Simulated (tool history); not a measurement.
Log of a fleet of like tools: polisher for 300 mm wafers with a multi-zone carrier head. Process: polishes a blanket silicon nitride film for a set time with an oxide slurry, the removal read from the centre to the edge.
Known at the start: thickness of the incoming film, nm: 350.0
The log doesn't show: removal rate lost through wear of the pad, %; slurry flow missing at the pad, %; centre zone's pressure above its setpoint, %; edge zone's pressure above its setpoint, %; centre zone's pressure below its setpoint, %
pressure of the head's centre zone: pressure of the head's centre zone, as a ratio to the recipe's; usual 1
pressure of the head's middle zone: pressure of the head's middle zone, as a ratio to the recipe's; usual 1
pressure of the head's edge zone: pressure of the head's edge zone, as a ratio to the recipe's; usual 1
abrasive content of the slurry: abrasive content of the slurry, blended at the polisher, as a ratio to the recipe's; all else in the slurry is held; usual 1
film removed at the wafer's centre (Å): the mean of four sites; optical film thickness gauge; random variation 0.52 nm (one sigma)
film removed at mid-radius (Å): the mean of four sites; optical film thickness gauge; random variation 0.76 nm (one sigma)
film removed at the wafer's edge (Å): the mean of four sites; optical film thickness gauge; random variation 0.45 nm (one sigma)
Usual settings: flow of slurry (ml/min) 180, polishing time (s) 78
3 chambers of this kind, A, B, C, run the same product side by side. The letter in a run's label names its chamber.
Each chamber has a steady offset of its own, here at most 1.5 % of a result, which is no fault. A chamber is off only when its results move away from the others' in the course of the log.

| run | hour | flow of slurry (ml/min) | pressure of the head's centre zone | pressure of the head's middle zone | pressure of the head's edge zone | abrasive content of the slurry | polishing time (s) | wafers polished on this pad | hours since the slurry nozzle was cleaned | hours since the centre zone pressure was calibrated | hours since the edge zone pressure was calibrated | film removed at the wafer's centre (Å) | film removed at mid-radius (Å) | film removed at the wafer's edge (Å) |
|---|---|---|---|---|---|---|---|---|---|---|---|---|---|---|
| 1A | 4.2 | 180 | 1 | 1 | 1 | 1 | 78 | 520 | 205.2 | 433.2 | 711.2 | 691.44 | 718.75 | 709.55 |
| 2C | 9.1 | 180 | 1 | 1 | 1 | 1 | 78 | 306 | 511.7 | 114.9 | 312.1 | 711.39 | 687.26 | 693.8 |
| 3B | 12 | 180 | 1 | 1 | 1 | 1 | 78 | 699 | 119.8 | 1416 | 411 | 701.94 | 707.51 | 704.85 |
| 4A | 14.4 | 180 | 1 | 1 | 1 | 1 | 78 | 605 | 215.4 | 443.4 | 721.4 | 696.95 | 702.59 | 707.93 |
| 5C | 17.4 | 180 | 1 | 1 | 1 | 1 | 78 | 375 | 520 | 123.2 | 320.4 | 702.44 | 685.05 | 695.24 |
| 6B | 22.2 | 180 | 0.91 | 1 | 1 | 1 | 97 | 784 | 130 | 1426.2 | 421.2 | 791.55 | 904.54 | 867.3 |
|  | 22.3 | chamber B: edge zone pressure recalibrated |
| 7B | 26.4 | 180 | 0.91 | 1 | 1 | 1 | 97 | 819 | 134.2 | 1430.4 | 4.1 | 791.49 | 888.57 | 861.96 |
| 8C | 29.7 | 180 | 0.91 | 1 | 1 | 1 | 97 | 478 | 532.3 | 135.5 | 332.7 | 792.12 | 872.72 | 868.78 |
| 9A | 32.8 | 180 | 1 | 1 | 1 | 1 | 78 | 759 | 233.8 | 461.8 | 739.8 | 698.4 | 708.86 | 710.21 |
|  | 36.3 | chamber B: centre zone pressure recalibrated |
| 10A | 36.8 | 180 | 1 | 1 | 1 | 1 | 78 | 793 | 237.8 | 465.8 | 743.8 | 698.87 | 712.6 | 706.11 |
| 11B | 39.2 | 180 | 1 | 1 | 1 | 1 | 78 | 926 | 147 | 2.9 | 16.9 | 659.95 | 714.33 | 709.22 |
| 12C | 42.3 | 180 | 1 | 1 | 1 | 1 | 78 | 584 | 544.9 | 148.1 | 345.3 | 701.67 | 679.91 | 698.29 |
| 13C | 46.3 | 180 | 1 | 0.96 | 1 | 1 | 68 | 617 | 548.9 | 152.1 | 349.3 | 610.38 | 577.96 | 612.45 |
| 14A | 49.7 | 180 | 1 | 0.96 | 1 | 1 | 68 | 901 | 250.7 | 478.7 | 756.7 | 609.15 | 600.2 | 611.94 |
| 15B | 52.9 | 180 | 1 | 0.96 | 1 | 1 | 68 | 1041 | 160.7 | 16.6 | 30.6 | 573.78 | 603.67 | 613.68 |
|  | 56.5 | chamber A: worn pad replaced by a new one |
| 16C | 56.7 | 180 | 1 | 1 | 1 | 1 | 78 | 704 | 559.3 | 162.5 | 359.7 | 707.08 | 698.02 | 702.61 |
| 17B | 60.3 | 180 | 1 | 1 | 1 | 1 | 78 | 1103 | 168.1 | 24 | 38 | 660.51 | 703.6 | 705.09 |
| 18A | 63.6 | 180 | 1 | 1 | 1 | 1 | 78 | 60 | 264.6 | 492.6 | 770.6 | 699.72 | 723.28 | 700.36 |
| 19B | 67 | 180 | 1 | 1 | 1 | 1 | 78 | 1159 | 174.8 | 30.7 | 44.7 | 657.19 | 714.57 | 698.61 |
|  | 70.6 | chamber B: worn pad replaced by a new one |
| 20C | 70.7 | 180 | 1 | 1 | 1 | 1 | 78 | 821 | 573.3 | 176.5 | 373.7 | 702.28 | 690.98 | 694.82 |
| 21A | 74.5 | 180 | 1 | 1 | 1 | 1 | 78 | 151 | 275.5 | 503.5 | 781.5 | 690.82 | 717.22 | 703.72 |
| 22C | 76.9 | 180 | 1.04 | 1 | 1 | 1 | 78 | 873 | 579.5 | 182.7 | 379.9 | 728.45 | 688.94 | 700.12 |
| 23A | 79.7 | 180 | 1.04 | 1 | 1 | 1 | 78 | 194 | 280.7 | 508.7 | 786.7 | 731.28 | 706.62 | 700.39 |
| 24B | 83.7 | 180 | 1.04 | 1 | 1 | 1 | 78 | 109 | 191.5 | 47.4 | 61.4 | 685.05 | 727.01 | 707.54 |
| 25B | 87.1 | 180 | 1 | 1 | 1 | 1 | 78 | 137 | 194.9 | 50.8 | 64.8 | 657.34 | 720 | 698.1 |
| 26C | 89.5 | 180 | 1 | 1 | 1 | 1 | 78 | 978 | 592.1 | 195.3 | 392.5 | 703.51 | 712.52 | 699.34 |
| 27A | 94.4 | 180 | 1 | 1 | 1 | 1 | 78 | 317 | 295.4 | 523.4 | 801.4 | 693.39 | 723.6 | 701.87 |
| 28A | 96.8 | 180 | 1 | 1 | 1 | 1 | 78 | 337 | 297.8 | 525.8 | 803.8 | 701.46 | 707.8 | 704.57 |
| 29B | 99 | 180 | 1 | 1 | 0.96 | 1 | 57 | 237 | 206.8 | 62.7 | 76.7 | 479.97 | 521.25 | 500.1 |

All 3 chambers run these settings next. Forecast each chamber's results:
| 30A | 102.6 | 180 | 1 | 1 | 1 | 1 | 52 |  |  |  |  | ? | ? | ? |
| 30B | 102.6 | 180 | 1 | 1 | 1 | 1 | 52 |  |  |  |  | ? | ? | ? |
| 30C | 102.6 | 180 | 1 | 1 | 1 | 1 | 52 |  |  |  |  | ? | ? | ? |

| run | film removed at the wafer's centre (Å) | film removed at mid-radius (Å) | film removed at the wafer's edge (Å) |
|---|---|---|---|
| 30A | 459.54 | 475.46 | 472.21 |
| 30B | 440.73 | 482.18 | 465.01 |
| 30C | 469.83 | 466.06 | 469.82 |

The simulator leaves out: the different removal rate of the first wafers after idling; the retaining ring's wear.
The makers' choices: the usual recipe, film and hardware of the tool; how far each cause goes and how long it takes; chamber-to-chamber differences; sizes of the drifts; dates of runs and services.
